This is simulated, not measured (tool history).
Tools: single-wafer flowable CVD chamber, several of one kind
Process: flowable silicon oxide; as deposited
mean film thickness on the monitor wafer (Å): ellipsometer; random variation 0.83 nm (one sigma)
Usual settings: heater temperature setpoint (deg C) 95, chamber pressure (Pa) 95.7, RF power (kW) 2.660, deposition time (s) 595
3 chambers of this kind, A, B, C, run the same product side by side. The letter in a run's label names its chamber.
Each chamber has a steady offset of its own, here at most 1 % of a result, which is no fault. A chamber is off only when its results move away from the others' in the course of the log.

run    day  heater temperature setpoint (deg C)  chamber pressure (Pa)  RF power (kW)  deposition time (s)  hours since the last thermocouple change  hours since the last RF generator calibration  hours since the last manometer calibration  read-back reference wafer on the same gauge, thickness_nm  mean film thickness on the monitor wafer (Å)
 1A  0.196                                   95                   95.7          2.660                  595                                     513.8                                         2247.4                                       632.0                                                     346.85                                        3879.0
 2B  0.558                                   95                   95.7          2.660                  595                                    2446.8                                         1729.9                                      2266.4                                                     347.06                                        3844.5
 3C  0.779                                   95                   95.7          2.660                  595                                     727.6                                         2186.6                                       378.5                                                     346.96                                        3891.7
 4A  0.988                                   95                   95.7          2.660                  595                                     532.8                                         2266.4                                       651.0                                                     346.95                                        3900.1
 5C  1.254                                   95                   95.7          2.660                  595                                     739.0                                         2198.0                                       389.9                                                     347.32                                        3903.5
 6B  1.608                                   95                   95.7          2.660                  595                                    2472.0                                         1755.1                                      2291.6                                                     347.10                                        3851.5
 7B  1.983                                   95                   95.7          2.660                  595                                    2481.0                                         1764.1                                      2300.6                                                     346.99                                        3857.7
 8C  2.229                                   95                   95.7          2.660                  595                                     762.4                                         2221.4                                       413.3                                                     347.25                                        3888.4
 9A  2.654                                   95                   95.7          2.660                  595                                     572.8                                         2306.4                                       691.0                                                     347.03                                        3877.6
10A  3.038                                   95                   95.7          2.660                  595                                     582.0                                         2315.6                                       700.2                                                     346.97                                        3881.9
11B  3.254                                   87                   80.7          2.660                  595                                    2511.5                                         1794.6                                      2331.1                                                     346.91                                        3948.9
12C  3.667                                   87                   80.7          2.660                  595                                     796.9                                         2255.9                                       447.8                                                     346.99                                        4006.2
13B  3.950                                   87                   80.7          2.660                  595                                    2528.2                                         1811.3                                      2347.8                                                     346.98                                        3953.2
14C  4.196                                   95                   95.7          2.660                  595                                     809.6                                         2268.6                                       460.5                                                     347.03                                        3903.2
15A  4.454                                   95                   95.7          2.660                  595                                     616.0                                         2349.6                                       734.2                                                     347.14                                        3880.3
     4.538  -- chamber B: thermocouple changed; heater temperature recalibrated
16B  4.775                                   95                  116.1          2.850                  595                                       5.7                                         1831.1                                      2367.6                                                     346.94                                        5107.8
17C  5.050                                   95                  116.1          2.850                  595                                     830.1                                         2289.1                                       481.0                                                     346.94                                        5014.3
18A  5.425                                   95                  116.1          2.850                  595                                     639.3                                         2372.9                                       757.5                                                     346.87                                        5008.0
19B  5.658                                   95                   95.7          2.660                  595                                      26.9                                         1852.3                                      2388.8                                                     346.98                                        3950.0
20A  6.054                                   95                   95.7          2.660                  595                                     654.4                                         2388.0                                       772.6                                                     347.18                                        3885.8
21C  6.288                                   95                   95.7          2.660                  595                                     859.8                                         2318.8                                       510.7                                                     347.01                                        3899.0
22A  6.483                                   95                   95.7          2.660                  595                                     664.7                                         2398.3                                       782.9                                                     347.01                                        3880.7
     6.683  -- chamber C: RF generator calibrated
23C  6.725                                   95                   95.7          2.660                  595                                     870.3                                            1.0                                       521.2                                                     347.00                                        3893.7
24B  6.996                                   95                   95.7          2.660                  595                                      59.0                                         1884.4                                      2420.9                                                     347.15                                        3935.7
25B  7.346                                   95                   95.7          2.660                  595                                      67.4                                         1892.8                                      2429.3                                                     346.99                                        3953.7
26C  7.704                                   95                   95.7          2.660                  595                                     893.8                                           24.5                                       544.7                                                     347.12                                        3892.6
27A  7.979                                   95                   95.7          2.660                  595                                     700.6                                         2434.2                                       818.8                                                     346.81                                        3878.4

All 3 chambers run these settings next. Forecast each chamber's results:
28A  8.292                                   95                   95.7          2.660                  595                                                                                                                                                                                                                                             ?
28B  8.292                                   95                   95.7          2.660                  595                                                                                                                                                                                                                                             ?
28C  8.292                                   95                   95.7          2.660                  595                                                                                                                                                                                                                                             ?

run  mean film thickness on the monitor wafer (Å)
28A                                        3872.6
28B                                        3940.2
28C                                        3899.7
